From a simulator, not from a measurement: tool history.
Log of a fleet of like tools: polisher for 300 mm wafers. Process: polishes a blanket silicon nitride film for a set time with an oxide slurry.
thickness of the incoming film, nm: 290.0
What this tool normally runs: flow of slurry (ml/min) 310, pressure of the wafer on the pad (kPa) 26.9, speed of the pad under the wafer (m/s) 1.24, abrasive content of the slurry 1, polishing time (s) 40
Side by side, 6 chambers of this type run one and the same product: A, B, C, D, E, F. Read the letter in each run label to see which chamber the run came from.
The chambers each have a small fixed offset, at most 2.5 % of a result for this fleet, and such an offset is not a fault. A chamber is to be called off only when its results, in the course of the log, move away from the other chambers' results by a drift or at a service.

| run | hour | flow of slurry (ml/min) | pressure of the wafer on the pad (kPa) | speed of the pad under the wafer (m/s) | abrasive content of the slurry | polishing time (s) | wafers polished on this pad | hours since the slurry nozzle was cleaned | hours since the head pressure was calibrated | hours since the slurry blender was calibrated | hours since the conditioning disc was replaced | film removed (Å) |
|---|---|---|---|---|---|---|---|---|---|---|---|---|
|  | 8.4 | chamber D: slurry blender recalibrated |
| 1C | 8.5 | 310 | 26.9 | 1.24 | 1 | 40 | 208 | 20.4 | 730.9 | 25.3 | 79.6 | 387.55 |
| 2E | 15.9 | 310 | 26.9 | 1.24 | 1 | 40 | 180 | 150.9 | 170.1 | 94.4 | 174.6 | 384.24 |
|  | 20.5 | chamber A: worn pad replaced by a new one |
| 3A | 21.0 | 310 | 26.9 | 1.24 | 1 | 40 | 5 | 168.4 | 517.4 | 25.8 | 117.8 | 382.86 |
| 4B | 27.2 | 310 | 26.9 | 1.24 | 1 | 40 | 627 | 598.1 | 601.9 | 78.4 | 182.8 | 379.79 |
| 5D | 31.9 | 310 | 26.9 | 1.24 | 1 | 40 | 635 | 304.9 | 697.1 | 23.6 | 166.6 | 374.87 |
| 6F | 36.3 | 310 | 26.9 | 1.24 | 1 | 40 | 530 | 518.8 | 967.6 | 102.5 | 156.0 | 377.65 |
| 7A | 44.3 | 310 | 26.9 | 1.24 | 1 | 40 | 231 | 191.7 | 540.7 | 49.1 | 141.1 | 378.97 |
|  | 46.2 | chamber C: worn pad replaced by a new one |
|  | 46.2 | chamber B: worn pad replaced by a new one |
| 8C | 51.8 | 310 | 26.9 | 1.24 | 1 | 40 | 54 | 63.7 | 774.2 | 68.6 | 122.9 | 375.91 |
|  | 57.6 | chamber F: worn pad replaced by a new one |
| 9B | 57.8 | 310 | 26.9 | 1.24 | 1 | 40 | 113 | 628.7 | 632.5 | 109.0 | 213.4 | 378.58 |
|  | 58.0 | chamber A: head pressure recalibrated |
|  | 60.5 | chamber C: conditioning disc replaced and pad reconditioned |
| 10D | 65.9 | 310 | 26.9 | 1.24 | 1 | 40 | 965 | 338.9 | 731.1 | 57.6 | 200.6 | 371.73 |
|  | 66.1 | chamber D: worn pad replaced by a new one |
| 11E | 71.1 | 310 | 26.9 | 1.24 | 1 | 40 | 715 | 206.1 | 225.3 | 149.6 | 229.8 | 380.33 |
| 12F | 78.1 | 310 | 26.9 | 1.24 | 1 | 40 | 199 | 560.6 | 1009.4 | 144.3 | 197.8 | 385.35 |
| 13E | 82.9 | 310 | 26.9 | 1.24 | 1 | 40 | 830 | 217.9 | 237.1 | 161.4 | 241.6 | 378.40 |
|  | 85.8 | chamber B: head pressure recalibrated |
| 14C | 88.6 | 210 | 26.9 | 1.24 | 1 | 47 | 411 | 100.5 | 811.0 | 105.4 | 28.1 | 431.25 |
| 15B | 94.1 | 210 | 26.9 | 1.24 | 1 | 47 | 465 | 665.0 | 8.4 | 145.3 | 249.7 | 401.79 |
|  | 96.9 | chamber E: slurry blender recalibrated |
| 16D | 99.8 | 210 | 26.9 | 1.24 | 1 | 47 | 327 | 372.8 | 765.0 | 91.5 | 234.5 | 422.92 |
| 17F | 107.5 | 210 | 26.9 | 1.24 | 1 | 47 | 484 | 590.0 | 1038.8 | 173.7 | 227.2 | 420.33 |
|  | 107.6 | chamber E: worn pad replaced by a new one |
|  | 108.8 | chamber C: worn pad replaced by a new one |
| 18A | 113.6 | 210 | 26.9 | 1.24 | 1 | 47 | 903 | 261.0 | 55.6 | 118.4 | 210.4 | 431.46 |
| 19F | 118.3 | 210 | 26.9 | 1.24 | 1 | 47 | 589 | 600.8 | 1049.6 | 184.5 | 238.0 | 429.55 |
| 20D | 123.4 | 310 | 26.9 | 1.24 | 1 | 40 | 556 | 396.4 | 788.6 | 115.1 | 258.1 | 372.97 |
|  | 124.0 | chamber C: slurry blender recalibrated |
|  | 126.2 | chamber F: worn pad replaced by a new one |
|  | 127.5 | chamber A: slurry blender recalibrated |
| 21E | 128.6 | 310 | 26.9 | 1.24 | 1 | 40 | 204 | 263.6 | 282.8 | 31.8 | 287.3 | 376.29 |
|  | 128.9 | chamber A: worn pad replaced by a new one |
| 22A | 135.6 | 310 | 26.9 | 1.24 | 1 | 40 | 65 | 283.0 | 77.6 | 8.1 | 232.4 | 377.77 |
|  | 137.5 | chamber B: worn pad replaced by a new one |
|  | 142.3 | chamber E: conditioning disc replaced and pad reconditioned |
| 23B | 144.0 | 310 | 26.9 | 1.24 | 1 | 40 | 63 | 714.9 | 58.3 | 195.2 | 299.6 | 354.73 |
| 24C | 147.8 | 310 | 26.9 | 1.24 | 1 | 40 | 378 | 159.7 | 870.2 | 23.8 | 87.3 | 378.58 |
| 25A | 152.4 | 310 | 26.9 | 1.24 | 1 | 40 | 228 | 299.8 | 94.4 | 24.9 | 249.2 | 384.01 |
|  | 156.3 | chamber B: slurry nozzle cleaned |
| 26E | 160.4 | 310 | 26.9 | 1.24 | 1 | 40 | 512 | 295.4 | 314.6 | 63.6 | 18.2 | 380.80 |
|  | 162.0 | chamber C: worn pad replaced by a new one |
|  | 164.3 | chamber D: conditioning disc replaced and pad reconditioned |
| 27C | 164.9 | 310 | 26.9 | 1.24 | 1 | 40 | 28 | 176.8 | 887.3 | 40.9 | 104.4 | 378.81 |
| 28B | 171.6 | 310 | 26.9 | 1.24 | 1 | 40 | 331 | 15.3 | 85.9 | 222.8 | 327.2 | 355.52 |
|  | 172.1 | chamber D: worn pad replaced by a new one |
|  | 173.4 | chamber C: conditioning disc replaced and pad reconditioned |
| 29F | 179.2 | 310 | 31.0 | 1.04 | 1 | 40 | 514 | 661.7 | 1110.5 | 245.4 | 298.9 | 385.52 |
| 30D | 187.2 | 310 | 31.0 | 1.04 | 1 | 40 | 146 | 460.2 | 852.4 | 178.9 | 22.9 | 371.37 |
| 31C | 191.4 | 310 | 31.0 | 1.04 | 1 | 40 | 285 | 203.3 | 913.8 | 67.4 | 18.0 | 382.97 |
|  | 191.8 | chamber F: worn pad replaced by a new one |
|  | 193.8 | chamber F: head pressure recalibrated |
| 32A | 196.3 | 310 | 31.0 | 1.04 | 1 | 40 | 654 | 343.7 | 138.3 | 68.8 | 293.1 | 383.27 |
|  | 201.5 | chamber B: slurry blender recalibrated |
|  | 202.9 | chamber E: worn pad replaced by a new one |
| 33D | 203.3 | 310 | 31.0 | 1.04 | 1 | 40 | 303 | 476.3 | 868.5 | 195.0 | 39.0 | 380.48 |
| 34E | 208.2 | 310 | 31.0 | 1.04 | 1 | 40 | 51 | 343.2 | 362.4 | 111.4 | 66.0 | 387.23 |
| 35B | 215.9 | 310 | 26.9 | 1.24 | 1 | 40 | 760 | 59.6 | 130.2 | 14.5 | 371.5 | 362.41 |
| 36F | 222.7 | 310 | 34.5 | 1.24 | 1 | 40 | 299 | 705.2 | 29.0 | 288.9 | 342.4 | 498.88 |
| 37B | 230.1 | 310 | 34.5 | 1.24 | 1 | 40 | 898 | 73.8 | 144.4 | 28.7 | 385.7 | 466.95 |
| 38E | 236.3 | 310 | 34.5 | 1.24 | 1 | 40 | 324 | 371.3 | 390.5 | 139.5 | 94.1 | 477.29 |
|  | 240.9 | chamber A: worn pad replaced by a new one |
| 39A | 243.7 | 310 | 34.5 | 1.24 | 1 | 40 | 27 | 391.1 | 185.7 | 116.2 | 340.5 | 483.19 |

The same settings go to every chamber for the next run, one line per chamber below. Forecast the results for each:
| 40A | 249.9 | 310 | 26.9 | 1.24 | 1 | 40 |  |  |  |  |  | ? |
| 40B | 249.9 | 310 | 26.9 | 1.24 | 1 | 40 |  |  |  |  |  | ? |
| 40C | 249.9 | 310 | 26.9 | 1.24 | 1 | 40 |  |  |  |  |  | ? |
| 40D | 249.9 | 310 | 26.9 | 1.24 | 1 | 40 |  |  |  |  |  | ? |
| 40E | 249.9 | 310 | 26.9 | 1.24 | 1 | 40 |  |  |  |  |  | ? |
| 40F | 249.9 | 310 | 26.9 | 1.24 | 1 | 40 |  |  |  |  |  | ? |

| run | film removed (Å) |
|---|---|
| 40A | 381.70 |
| 40B | 352.14 |
| 40C | 376.72 |
| 40D | 375.36 |
| 40E | 383.68 |
| 40F | 380.05 |

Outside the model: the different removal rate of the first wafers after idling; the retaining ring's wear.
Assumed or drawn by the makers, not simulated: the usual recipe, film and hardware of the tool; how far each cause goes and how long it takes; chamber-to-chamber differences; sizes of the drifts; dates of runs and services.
